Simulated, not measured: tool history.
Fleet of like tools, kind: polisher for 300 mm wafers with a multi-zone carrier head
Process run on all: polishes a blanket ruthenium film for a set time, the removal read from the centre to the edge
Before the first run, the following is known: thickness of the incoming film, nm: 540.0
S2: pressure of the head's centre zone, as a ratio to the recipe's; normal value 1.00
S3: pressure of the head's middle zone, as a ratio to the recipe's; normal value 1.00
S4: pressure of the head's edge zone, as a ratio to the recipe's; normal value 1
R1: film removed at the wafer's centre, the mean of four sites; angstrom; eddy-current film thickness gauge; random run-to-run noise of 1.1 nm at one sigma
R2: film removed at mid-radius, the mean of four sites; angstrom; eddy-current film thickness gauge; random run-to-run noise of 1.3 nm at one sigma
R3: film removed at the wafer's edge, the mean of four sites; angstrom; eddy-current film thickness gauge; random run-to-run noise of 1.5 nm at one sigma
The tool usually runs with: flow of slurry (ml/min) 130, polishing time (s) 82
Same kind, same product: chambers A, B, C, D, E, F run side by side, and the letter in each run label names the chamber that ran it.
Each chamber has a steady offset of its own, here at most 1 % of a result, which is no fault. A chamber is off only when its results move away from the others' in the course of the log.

run 1F hour=3.2 | flow_of_slurry_(ml/min)=130 S2=1.00 S3=1.00 S4=1 polishing_time_(s)=82 | R1=1168.30 R2=1128.60 R3=1149.90
-- hour=5.3 chamber F: edge zone pressure recalibrated
run 2B hour=7.9 | flow_of_slurry_(ml/min)=130 S2=1.00 S3=1.00 S4=1 polishing_time_(s)=82 | R1=1193.10 R2=1133.70 R3=1169.10
run 3E hour=11.1 | flow_of_slurry_(ml/min)=130 S2=1.00 S3=1.00 S4=1 polishing_time_(s)=82 | R1=1132.90 R2=1158.20 R3=1183.10
run 4C hour=14.9 | flow_of_slurry_(ml/min)=130 S2=1.00 S3=1.00 S4=1 polishing_time_(s)=82 | R1=1161.40 R2=1173.30 R3=1128.70
run 5A hour=18.3 | flow_of_slurry_(ml/min)=130 S2=1.00 S3=1.00 S4=1 polishing_time_(s)=82 | R1=1141.50 R2=1190.80 R3=1161.30
run 6D hour=23.7 | flow_of_slurry_(ml/min)=130 S2=1.00 S3=0.95 S4=1 polishing_time_(s)=82 | R1=1143.70 R2=1130.10 R3=1154.60
-- hour=27.5 chamber A: worn pad replaced by a new one
run 7E hour=28.5 | flow_of_slurry_(ml/min)=130 S2=1.00 S3=0.95 S4=1 polishing_time_(s)=82 | R1=1140.30 R2=1094.70 R3=1184.10
-- hour=31.6 chamber E: slurry nozzle cleaned
run 8D hour=33.8 | flow_of_slurry_(ml/min)=130 S2=1.00 S3=0.95 S4=1 polishing_time_(s)=82 | R1=1165.50 R2=1120.90 R3=1167.10
-- hour=36.6 chamber C: slurry nozzle cleaned
run 9B hour=36.9 | flow_of_slurry_(ml/min)=130 S2=1.00 S3=0.95 S4=1 polishing_time_(s)=82 | R1=1171.10 R2=1112.70 R3=1163.90
run 10F hour=42.4 | flow_of_slurry_(ml/min)=130 S2=1.00 S3=0.95 S4=1 polishing_time_(s)=82 | R1=1161.50 R2=1122.00 R3=1146.60
-- hour=45.9 chamber B: worn pad replaced by a new one
run 11A hour=47.8 | flow_of_slurry_(ml/min)=130 S2=1.00 S3=0.95 S4=1 polishing_time_(s)=82 | R1=1169.80 R2=1128.10 R3=1142.80
-- hour=49.7 chamber C: worn pad replaced by a new one
run 12C hour=52.6 | flow_of_slurry_(ml/min)=130 S2=1.00 S3=1.00 S4=1 polishing_time_(s)=82 | R1=1192.60 R2=1158.40 R3=1150.50
-- hour=53.4 chamber F: slurry nozzle cleaned
-- hour=54.5 chamber F: worn pad replaced by a new one
run 13E hour=57.7 | flow_of_slurry_(ml/min)=130 S2=1.00 S3=1.00 S4=1 polishing_time_(s)=82 | R1=1152.00 R2=1151.20 R3=1181.00
-- hour=59.2 chamber B: slurry nozzle cleaned
run 14C hour=61.7 | flow_of_slurry_(ml/min)=130 S2=1.00 S3=1.00 S4=1 polishing_time_(s)=82 | R1=1149.00 R2=1159.40 R3=1182.10
run 15B hour=65.1 | flow_of_slurry_(ml/min)=130 S2=0.93 S3=1.00 S4=1 polishing_time_(s)=60 | R1=778.98 R2=849.84 R3=863.37
run 16D hour=70.3 | flow_of_slurry_(ml/min)=130 S2=0.93 S3=1.00 S4=1 polishing_time_(s)=60 | R1=789.74 R2=853.74 R3=850.48
run 17F hour=73.6 | flow_of_slurry_(ml/min)=130 S2=0.93 S3=1.00 S4=1 polishing_time_(s)=60 | R1=774.82 R2=822.94 R3=831.86
run 18A hour=78.0 | flow_of_slurry_(ml/min)=130 S2=0.93 S3=1.00 S4=1 polishing_time_(s)=60 | R1=778.63 R2=854.28 R3=862.71
run 19E hour=81.8 | flow_of_slurry_(ml/min)=130 S2=0.93 S3=1.00 S4=1 polishing_time_(s)=60 | R1=777.43 R2=860.67 R3=866.34
run 20B hour=85.3 | flow_of_slurry_(ml/min)=130 S2=0.93 S3=1.00 S4=1 polishing_time_(s)=60 | R1=786.78 R2=848.79 R3=847.05
-- hour=85.9 chamber A: worn pad replaced by a new one
run 21C hour=88.9 | flow_of_slurry_(ml/min)=130 S2=1.00 S3=0.89 S4=1 polishing_time_(s)=82 | R1=1144.10 R2=1057.70 R3=1174.30
run 22F hour=91.5 | flow_of_slurry_(ml/min)=130 S2=1.00 S3=0.89 S4=1 polishing_time_(s)=82 | R1=1170.10 R2=1059.30 R3=1200.70
-- hour=96.5 chamber C: centre zone pressure recalibrated
-- hour=96.7 chamber D: worn pad replaced by a new one
run 23D hour=96.7 | flow_of_slurry_(ml/min)=130 S2=1.00 S3=0.89 S4=1 polishing_time_(s)=82 | R1=1144.60 R2=1051.20 R3=1151.20
run 24A hour=102.1 | flow_of_slurry_(ml/min)=130 S2=1.00 S3=0.89 S4=1 polishing_time_(s)=82 | R1=1147.50 R2=1044.60 R3=1160.40
run 25E hour=108.0 | flow_of_slurry_(ml/min)=130 S2=1.00 S3=0.89 S4=1 polishing_time_(s)=82 | R1=1112.20 R2=1038.80 R3=1176.60
run 26D hour=113.6 | flow_of_slurry_(ml/min)=130 S2=1.00 S3=0.89 S4=1 polishing_time_(s)=82 | R1=1172.20 R2=1066.80 R3=1117.00
run 27A hour=118.0 | flow_of_slurry_(ml/min)=130 S2=1.00 S3=1.00 S4=1 polishing_time_(s)=82 | R1=1156.50 R2=1167.40 R3=1146.80
run 28C hour=123.2 | flow_of_slurry_(ml/min)=130 S2=1.00 S3=1.00 S4=1 polishing_time_(s)=82 | R1=1154.80 R2=1166.30 R3=1137.90
-- hour=124.3 chamber B: worn pad replaced by a new one
-- hour=124.8 chamber F: worn pad replaced by a new one
run 29B hour=126.7 | flow_of_slurry_(ml/min)=130 S2=1.00 S3=1.00 S4=1 polishing_time_(s)=82 | R1=1147.50 R2=1145.80 R3=1184.20
run 30F hour=131.1 | flow_of_slurry_(ml/min)=130 S2=1.00 S3=1.00 S4=1 polishing_time_(s)=82 | R1=1162.00 R2=1141.50 R3=1172.50
run 31E hour=133.7 | flow_of_slurry_(ml/min)=130 S2=1.00 S3=1.00 S4=1 polishing_time_(s)=82 | R1=1093.50 R2=1144.90 R3=1148.30
-- hour=134.5 chamber E: worn pad replaced by a new one
run 32C hour=138.4 | flow_of_slurry_(ml/min)=95 S2=1.00 S3=1.00 S4=1 polishing_time_(s)=98 | R1=1269.40 R2=1284.40 R3=1309.10
run 33D hour=143.0 | flow_of_slurry_(ml/min)=95 S2=1.00 S3=1.00 S4=1 polishing_time_(s)=98 | R1=1282.60 R2=1294.50 R3=1316.00
-- hour=144.1 chamber A: worn pad replaced by a new one
run 34A hour=145.7 | flow_of_slurry_(ml/min)=95 S2=1.00 S3=1.00 S4=1 polishing_time_(s)=98 | R1=1272.70 R2=1309.30 R3=1306.30
-- hour=148.1 chamber C: worn pad replaced by a new one
-- hour=148.2 chamber E: edge zone pressure recalibrated
run 35F hour=149.3 | flow_of_slurry_(ml/min)=95 S2=1.00 S3=1.00 S4=1 polishing_time_(s)=98 | R1=1267.80 R2=1261.80 R3=1298.10
run 36B hour=154.3 | flow_of_slurry_(ml/min)=95 S2=1.00 S3=1.00 S4=1 polishing_time_(s)=98 | R1=1297.60 R2=1275.30 R3=1305.80
run 37C hour=158.5 | flow_of_slurry_(ml/min)=95 S2=1.00 S3=1.00 S4=1 polishing_time_(s)=98 | R1=1259.60 R2=1252.40 R3=1301.40
-- hour=160.4 chamber D: edge zone pressure recalibrated
run 38E hour=161.4 | flow_of_slurry_(ml/min)=130 S2=1.00 S3=1.00 S4=1 polishing_time_(s)=95 | R1=1187.50 R2=1343.70 R3=1336.70
run 39D hour=164.7 | flow_of_slurry_(ml/min)=130 S2=1.00 S3=1.00 S4=1 polishing_time_(s)=95 | R1=1349.80 R2=1360.30 R3=1325.60
-- hour=165.5 chamber B: edge zone pressure recalibrated
run 40A hour=168.7 | flow_of_slurry_(ml/min)=130 S2=1.00 S3=1.00 S4=1 polishing_time_(s)=95 | R1=1355.40 R2=1338.10 R3=1364.90
run 41F hour=174.0 | flow_of_slurry_(ml/min)=130 S2=1.00 S3=1.00 S4=1 polishing_time_(s)=95 | R1=1339.90 R2=1341.60 R3=1346.50
run 42B hour=176.7 | flow_of_slurry_(ml/min)=130 S2=1.00 S3=1.00 S4=1 polishing_time_(s)=95 | R1=1363.60 R2=1333.80 R3=1331.10
run 43B hour=180.3 | flow_of_slurry_(ml/min)=130 S2=1.00 S3=1.00 S4=1 polishing_time_(s)=95 | R1=1357.60 R2=1298.80 R3=1367.40

All chambers now run identical settings, listed one chamber a line with results as question marks. What results will each chamber show?
run 44A hour=184.6 | flow_of_slurry_(ml/min)=130 S2=1.00 S3=1.00 S4=1 polishing_time_(s)=82 | R1=? R2=? R3=?
run 44B hour=184.6 | flow_of_slurry_(ml/min)=130 S2=1.00 S3=1.00 S4=1 polishing_time_(s)=82 | R1=? R2=? R3=?
run 44C hour=184.6 | flow_of_slurry_(ml/min)=130 S2=1.00 S3=1.00 S4=1 polishing_time_(s)=82 | R1=? R2=? R3=?
run 44D hour=184.6 | flow_of_slurry_(ml/min)=130 S2=1.00 S3=1.00 S4=1 polishing_time_(s)=82 | R1=? R2=? R3=?
run 44E hour=184.6 | flow_of_slurry_(ml/min)=130 S2=1.00 S3=1.00 S4=1 polishing_time_(s)=82 | R1=? R2=? R3=?
run 44F hour=184.6 | flow_of_slurry_(ml/min)=130 S2=1.00 S3=1.00 S4=1 polishing_time_(s)=82 | R1=? R2=? R3=?

run=44A R1=1169.70 R2=1160.40 R3=1165.00
run=44B R1=1164.90 R2=1145.00 R3=1169.70
run=44C R1=1176.10 R2=1184.00 R3=1156.30
run=44D R1=1172.20 R2=1186.80 R3=1158.00
run=44E R1=1023.50 R2=1163.40 R3=1151.90
run=44F R1=1157.40 R2=1163.50 R3=1163.70
